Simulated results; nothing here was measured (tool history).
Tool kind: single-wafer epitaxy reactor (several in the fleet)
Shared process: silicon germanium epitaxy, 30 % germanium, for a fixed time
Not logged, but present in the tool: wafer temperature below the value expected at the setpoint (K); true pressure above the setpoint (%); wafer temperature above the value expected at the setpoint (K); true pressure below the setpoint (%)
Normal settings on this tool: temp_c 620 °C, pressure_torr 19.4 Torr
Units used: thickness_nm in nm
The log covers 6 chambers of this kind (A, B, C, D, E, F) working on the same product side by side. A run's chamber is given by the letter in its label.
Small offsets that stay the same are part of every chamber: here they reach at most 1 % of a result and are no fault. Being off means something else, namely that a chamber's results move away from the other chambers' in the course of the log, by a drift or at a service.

run	hour	temp_c	pressure_torr	hours since the last pyrometer calibration	hours since the last manometer calibration	read-back reference wafer on the same gauge, thickness_nm	thickness_nm
1C	12.5	620	19.4	331	1553.7	71.187	83.147
2E	23.2	620	19.4	2273.6	132.3	71.18	83.313
3D	36.1	620	19.4	852.4	668.4	71.176	83.157
4A	46	620	19.4	1614.4	1191.7	71.159	82.952
5B	56.2	620	19.4	1480.3	204.1	71.155	82.542
6F	63	609	19.4	848.6	279	71.135	69.005
7A	72.6	609	19.4	1641	1218.3	71.143	68.237
8E	81.6	609	19.4	2332	190.7	71.125	68.704
9C	96.3	609	19.4	414.8	1637.5	71.139	68.737
# hour 110: chamber A: capacitance manometer re-zeroed and calibrated
10D	111.3	609	19.4	927.6	743.6	71.116	68.485
11F	117.9	609	19.4	903.5	333.9	71.131	68.853
12B	130.9	620	19.4	1555	278.8	71.118	82.635
13A	141.1	610	19.4	1709.5	31.1	71.084	69.428
# hour 151.5: chamber D: capacitance manometer re-zeroed and calibrated
14B	156.1	610	19.4	1580.2	304	71.06	69.342
15C	168.1	610	19.4	486.6	1709.3	71.077	69.678
16F	181.5	610	19.4	967.1	397.5	71.067	70.056
17D	196.4	610	19.4	1012.7	44.9	71.05	69.611
# hour 199.7: chamber F: pyrometer calibrated
18E	210.7	610	19.4	2461.1	319.8	71.032	69.782
19A	220.8	620	19.4	1789.2	110.8	71.007	82.929
20B	230.7	620	19.4	1654.8	378.6	71.013	82.585
21F	242.2	620	19.4	42.6	458.2	71.013	83.279
22D	255.1	620	19.4	1071.4	103.6	71.018	83.181
# hour 256.4: chamber C: capacitance manometer re-zeroed and calibrated
23C	262.2	620	19.4	580.7	5.9	71.002	82.826
24E	269.7	620	19.4	2520.1	378.8	70.965	82.917
25A	283.1	620	19.4	1851.5	173.1	70.986	82.807
26D	297.5	620	19.4	1113.8	146	70.977	82.938
27B	312.6	614	17.7	1736.7	460.5	70.956	71.526
28E	320.4	614	17.7	2570.8	429.5	70.986	72.091
29C	335.3	614	17.7	653.8	79	70.956	72.028
30F	344.7	614	17.7	145.1	560.7	70.91	72.31
31B	354	614	17.7	1778.1	501.9	70.94	71.59
32C	362.4	614	17.7	680.9	106.1	70.954	72.237
33F	369.3	620	19.4	169.7	585.3	70.918	83.243
34E	380.5	632	23.2	2630.9	489.6	70.927	109.14
35D	388.5	632	23.2	1204.8	237	70.882	109.94
36A	397.4	632	23.2	1965.8	287.4	70.89	109.1
37C	409.5	632	23.2	728	153.2	70.872	109.11
38F	418.7	632	23.2	219.1	634.7	70.888	109.19
39D	426.1	632	23.2	1242.4	274.6	70.878	109.67
40A	435.9	620	19.4	2004.3	325.9	70.885	82.487
41B	450	620	19.4	1874.1	597.9	70.872	82.284

Which is it: a chamber that has drifted or been left off by a service, a gauge drift common to all chambers, or only each chamber's usual small offset? If a chamber is off, name it and its likeliest cause.

None of the chambers is off. What moves is the gauge, dragging all their readings along together.
Likeliest cause: gauge reads low (%) = 0.49.

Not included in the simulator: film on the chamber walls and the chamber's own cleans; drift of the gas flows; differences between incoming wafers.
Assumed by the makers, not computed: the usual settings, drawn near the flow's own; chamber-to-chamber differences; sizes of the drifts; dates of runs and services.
